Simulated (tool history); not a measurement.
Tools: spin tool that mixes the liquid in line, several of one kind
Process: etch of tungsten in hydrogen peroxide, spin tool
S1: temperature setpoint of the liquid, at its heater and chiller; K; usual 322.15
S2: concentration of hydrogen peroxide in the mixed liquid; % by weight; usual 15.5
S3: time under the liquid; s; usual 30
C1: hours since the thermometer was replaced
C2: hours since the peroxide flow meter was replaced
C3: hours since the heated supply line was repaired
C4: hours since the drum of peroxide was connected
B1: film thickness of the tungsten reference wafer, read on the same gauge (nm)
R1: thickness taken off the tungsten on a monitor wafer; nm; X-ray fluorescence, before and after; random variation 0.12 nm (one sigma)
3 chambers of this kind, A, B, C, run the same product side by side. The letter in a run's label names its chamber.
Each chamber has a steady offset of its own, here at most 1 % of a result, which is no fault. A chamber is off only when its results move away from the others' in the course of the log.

run	hour	S1	S2	S3	C1	C2	C3	C4	B1	R1
1A	2.9	322.15	15.5	30	1269.1	303.6	1406.5	64.7	99.99	20.765
2B	8.1	322.15	15.5	30	130.3	727	1063.8	267.9	99.991	21.178
3C	12.5	322.15	15.5	30	2201.4	195.8	1219.4	380.5	100.01	21.102
4A	17.5	322.15	15.5	30	1283.7	318.2	1421.1	79.3	99.991	20.816
# hour 19.2: chamber C: thermometer replaced
5B	23.3	322.15	15.5	30	145.5	742.2	1079	283.1	99.992	21.033
6C	28.9	322.15	15.5	30	9.7	212.2	1235.8	396.9	100.02	21.031
7A	33.5	322.15	15.5	30	1299.7	334.2	1437.1	95.3	100	20.81
8B	38.2	322.15	15.5	40	160.4	757.1	1093.9	298	99.989	28.146
9C	43.1	322.15	15.5	40	23.9	226.4	1250	411.1	99.989	27.73
10A	48	322.15	15.5	40	1314.2	348.7	1451.6	109.8	99.992	27.548
11C	52	322.15	15.5	30	32.8	235.3	1258.9	420	100.01	21.13
12B	57.3	322.15	15.5	30	179.5	776.2	1113	317.1	99.994	21.098
13C	63.3	322.15	13.5	15	44.1	246.6	1270.2	431.3	99.988	9.8027
14A	66.1	322.15	13.5	15	1332.3	366.8	1469.7	127.9	100	9.5913
15B	71.6	322.15	13.5	15	193.8	790.5	1127.3	331.4	99.98	9.7928
16B	75.9	322.15	15.5	30	198.1	794.8	1131.6	335.7	100.02	21.164
17C	80.6	322.15	15.5	30	61.4	263.9	1287.5	448.6	100.01	20.998
18A	86.1	322.15	15.5	30	1352.3	386.8	1489.7	147.9	100.01	20.412
19A	90.3	322.15	15.5	30	1356.5	391	1493.9	152.1	99.983	20.308
20C	95.5	322.15	15.5	30	76.3	278.8	1302.4	463.5	99.999	21.1
21B	99.9	322.15	12	30	222.1	818.8	1155.6	359.7	99.999	18.633
# hour 103.8: chamber C: new drum of peroxide connected
22A	105.8	322.15	12	30	1372	406.5	1509.4	167.6	100	17.756
23B	108.9	322.15	12	30	231.1	827.8	1164.6	368.7	99.989	18.482
24C	113.8	322.15	15.5	30	94.6	297.1	1320.7	10	99.994	20.769
25B	117.3	322.15	15.5	30	239.5	836.2	1173	377.1	100.01	20.86
26A	120.2	326.15	14	30	1386.4	420.9	1523.8	182	100	23.908
27C	123.5	326.15	14	30	104.3	306.8	1330.4	19.7	99.998	25.299
28B	127.1	326.15	14	30	249.3	846	1182.8	386.9	99.982	25.564
29A	131.2	322.15	15.5	30	1397.4	431.9	1534.8	193	100	19.729

Is one chamber off against the others, does the gauge drift, or is nothing wrong? If a chamber is off, say which, and what the likeliest cause is.

Chamber A drifts away from the others.
Cause: liquid colder than its thermometer reads (K) = 0.943.
The log may not tell that from: peroxide flow below the setpoint (%); temperature lost on the way to the wafer (K).

Here are 4 candidates for chamber A's next run, each the usual settings with a change, their results left as question marks. Which one brings its results back in line with what the others give on the usual settings?
In line means no further than this from the other chambers' mean on the usual settings: R1 0.42 nm
30A-1	135.6	322.15	19.5	30						?
30A-2	135.6	323.15	15.5	30						?
30A-3	135.6	321.15	15.5	30						?
30A-4	135.6	322.15	12.5	30						?

The other chambers' mean on the usual settings: R1 21.051 nm
run	R1
30A-1	22.204
30A-2	21.036
30A-3	18.565
30A-4	17.718
30A-2 brings the chamber back in line.
